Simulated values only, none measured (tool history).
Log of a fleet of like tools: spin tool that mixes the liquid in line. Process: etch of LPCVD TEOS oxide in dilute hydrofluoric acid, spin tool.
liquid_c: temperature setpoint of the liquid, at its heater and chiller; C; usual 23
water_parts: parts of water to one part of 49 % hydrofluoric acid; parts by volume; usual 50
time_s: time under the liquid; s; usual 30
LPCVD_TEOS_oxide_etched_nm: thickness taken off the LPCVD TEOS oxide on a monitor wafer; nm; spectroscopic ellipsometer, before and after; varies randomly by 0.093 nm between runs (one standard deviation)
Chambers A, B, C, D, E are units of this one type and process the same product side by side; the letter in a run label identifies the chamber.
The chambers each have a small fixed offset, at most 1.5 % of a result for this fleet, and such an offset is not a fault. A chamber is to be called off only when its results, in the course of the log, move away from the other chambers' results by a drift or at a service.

| run | hour | liquid_c | water_parts | time_s | read-back film thickness of the LPCVD TEOS oxide reference wafer, read on the same gauge (nm) | LPCVD_TEOS_oxide_etched_nm |
|---|---|---|---|---|---|---|
| 1E | 7.8 | 23 | 50 | 30 | 69.981 | 18.186 |
| 2B | 16.1 | 23 | 50 | 30 | 70.024 | 18.006 |
| 3A | 31.3 | 23 | 50 | 30 | 69.979 | 18.404 |
| 4C | 42.1 | 23 | 50 | 30 | 69.975 | 18.5 |
| 5D | 54.1 | 23 | 50 | 30 | 69.993 | 18.296 |
| 6B | 66.4 | 23 | 50 | 30 | 69.987 | 18.078 |
| 7D | 82.2 | 23 | 50 | 30 | 69.986 | 18.221 |
| 8A | 90.1 | 23 | 50 | 30 | 70.017 | 18.057 |
| 9C | 100.6 | 23 | 50 | 30 | 70.005 | 18.371 |
| 10E | 112.5 | 23 | 50 | 30 | 69.994 | 18.383 |
| 11B | 125.3 | 23 | 50 | 30 | 69.995 | 18.458 |
| 12A | 133.4 | 23 | 50 | 30 | 69.997 | 18.287 |
| 13E | 141.2 | 23 | 50 | 30 | 69.974 | 18.416 |
| 14C | 149.4 | 23 | 50 | 30 | 70 | 18.441 |
| 15D | 165.1 | 23 | 50 | 30 | 69.971 | 18.357 |
| 16A | 178.7 | 25.5 | 30 | 30 | 69.99 | 35.21 |
| 17B | 193.4 | 25.5 | 30 | 30 | 70.009 | 35.222 |
| 18E | 205.1 | 25.5 | 30 | 30 | 70.021 | 34.175 |
| 19D | 218.4 | 25.5 | 30 | 30 | 70.011 | 34.539 |
|  | 221.7 | chamber D: thermometer replaced |
| 20C | 230.4 | 25.5 | 30 | 30 | 69.977 | 35.591 |
| 21D | 245.4 | 23 | 50 | 30 | 70.001 | 18.185 |
| 22B | 255.8 | 23 | 50 | 30 | 69.995 | 18.509 |
| 23E | 267.9 | 23 | 50 | 30 | 69.976 | 18.287 |
| 24C | 280.6 | 27.5 | 50 | 30 | 70.008 | 22.176 |
| 25A | 292.6 | 27.5 | 50 | 30 | 69.999 | 21.793 |
| 26D | 302 | 27.5 | 50 | 30 | 69.995 | 21.984 |
| 27E | 309.5 | 27.5 | 50 | 30 | 69.989 | 22.054 |
| 28B | 322.6 | 27.5 | 50 | 30 | 69.974 | 22.366 |
| 29C | 332.1 | 23 | 50 | 30 | 70.008 | 18.442 |
| 30A | 346.2 | 23 | 70 | 40 | 70.015 | 16.829 |
| 31E | 356.4 | 23 | 70 | 40 | 69.994 | 17.004 |
| 32B | 364.5 | 23 | 70 | 40 | 70.01 | 17.285 |

Decide between three cases: one chamber stands off from its peers, the gauge reading all wafers drifts, or nothing is wrong past each chamber's small offset. Where a chamber is off, say which and what most likely put it there.

One chamber, B, drifts off from the rest bit by bit.
Cause: liquid hotter than its thermometer reads (K) = 0.814.
Not necessarily distinguishable in this log from: hydrofluoric acid flow above the setpoint (%).

Chamber B could run next with any of the 4 candidate recipes listed below; each alters the usual settings, and their results appear as question marks. Which one brings its results back in line with what the other chambers deliver on the usual settings?
A result is in line if it is within this distance of the other chambers' mean on the usual settings: LPCVD_TEOS_oxide_etched_nm 0.33 nm
| 33B-1 | 375.9 | 23.5 | 50 | 30 |  | ? |
| 33B-2 | 375.9 | 24.5 | 50 | 30 |  | ? |
| 33B-3 | 375.9 | 22.5 | 50 | 30 |  | ? |
| 33B-4 | 375.9 | 21.5 | 50 | 30 |  | ? |

Average result of the remaining chambers running the usual settings: LPCVD_TEOS_oxide_etched_nm 18.31 nm
| run | LPCVD_TEOS_oxide_etched_nm |
|---|---|
| 33B-1 | 19.153 |
| 33B-2 | 19.969 |
| 33B-3 | 18.372 |
| 33B-4 | 17.61 |
33B-3 brings the chamber back in line.
